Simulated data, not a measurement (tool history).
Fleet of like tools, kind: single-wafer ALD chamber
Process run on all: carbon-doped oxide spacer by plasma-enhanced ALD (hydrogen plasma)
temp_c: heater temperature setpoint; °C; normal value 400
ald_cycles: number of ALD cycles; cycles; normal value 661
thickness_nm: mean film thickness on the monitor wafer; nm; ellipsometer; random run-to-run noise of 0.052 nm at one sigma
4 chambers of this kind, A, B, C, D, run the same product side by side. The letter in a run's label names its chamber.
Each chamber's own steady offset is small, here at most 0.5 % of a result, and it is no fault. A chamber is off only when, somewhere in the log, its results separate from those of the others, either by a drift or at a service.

run,hour,temp_c,ald_cycles,hours since the last thermocouple change,"read-back reference wafer on the same gauge, thickness_nm",thickness_nm
1D,4.9,400,661,392.2,34.721,32.973
2A,7.4,400,661,987.7,34.699,32.921
3C,10.5,400,661,76.5,34.718,33.002
4B,14.4,400,661,538.6,34.731,33.019
5C,18.4,400,661,84.4,34.733,33.022
6B,20.9,400,661,545.1,34.747,32.935
7D,24.3,400,661,411.6,34.745,32.962
8A,28.2,400,661,1008.5,34.751,33.036
9B,33.7,400,661,557.9,34.773,32.863
10A,38.9,400,547,1019.2,34.765,27.376
11C,42.5,400,547,108.5,34.785,27.374
12D,45.0,400,547,432.3,34.774,27.345
13C,49.9,400,547,115.9,34.792,27.384
14A,54.2,400,661,1034.5,34.790,33.053
15B,58.0,400,661,582.2,34.815,33.026
16D,60.7,400,661,448.0,34.804,33.014
17B,65.0,400,661,589.2,34.811,33.000
18D,67.8,400,661,455.1,34.823,33.019
19C,72.5,400,661,138.5,34.840,33.131
20A,76.7,400,661,1057.0,34.843,33.137
21A,79.5,400,661,1059.8,34.848,33.138
22C,82.1,400,661,148.1,34.851,33.123
23B,86.6,400,661,610.8,34.858,33.117
24D,90.7,390,586,478.0,34.861,29.352
25C,93.2,390,586,159.2,34.868,29.319
26A,98.5,390,586,1078.8,34.883,29.495
27B,102.3,390,586,626.5,34.894,29.393
28D,106.6,400,661,493.9,34.911,33.157
29D,112.1,400,777,499.4,34.905,38.929
30C,116.9,400,777,182.9,34.918,38.867

Is one chamber out of step, is the gauge drifting, or do the chambers differ by no more than their own small offsets? For an off chamber, give its letter and the likeliest cause.

The gauge drifts, so all chambers seem to drift together. No chamber is off.
Most likely cause: gauge reads high (%) = 0.647.
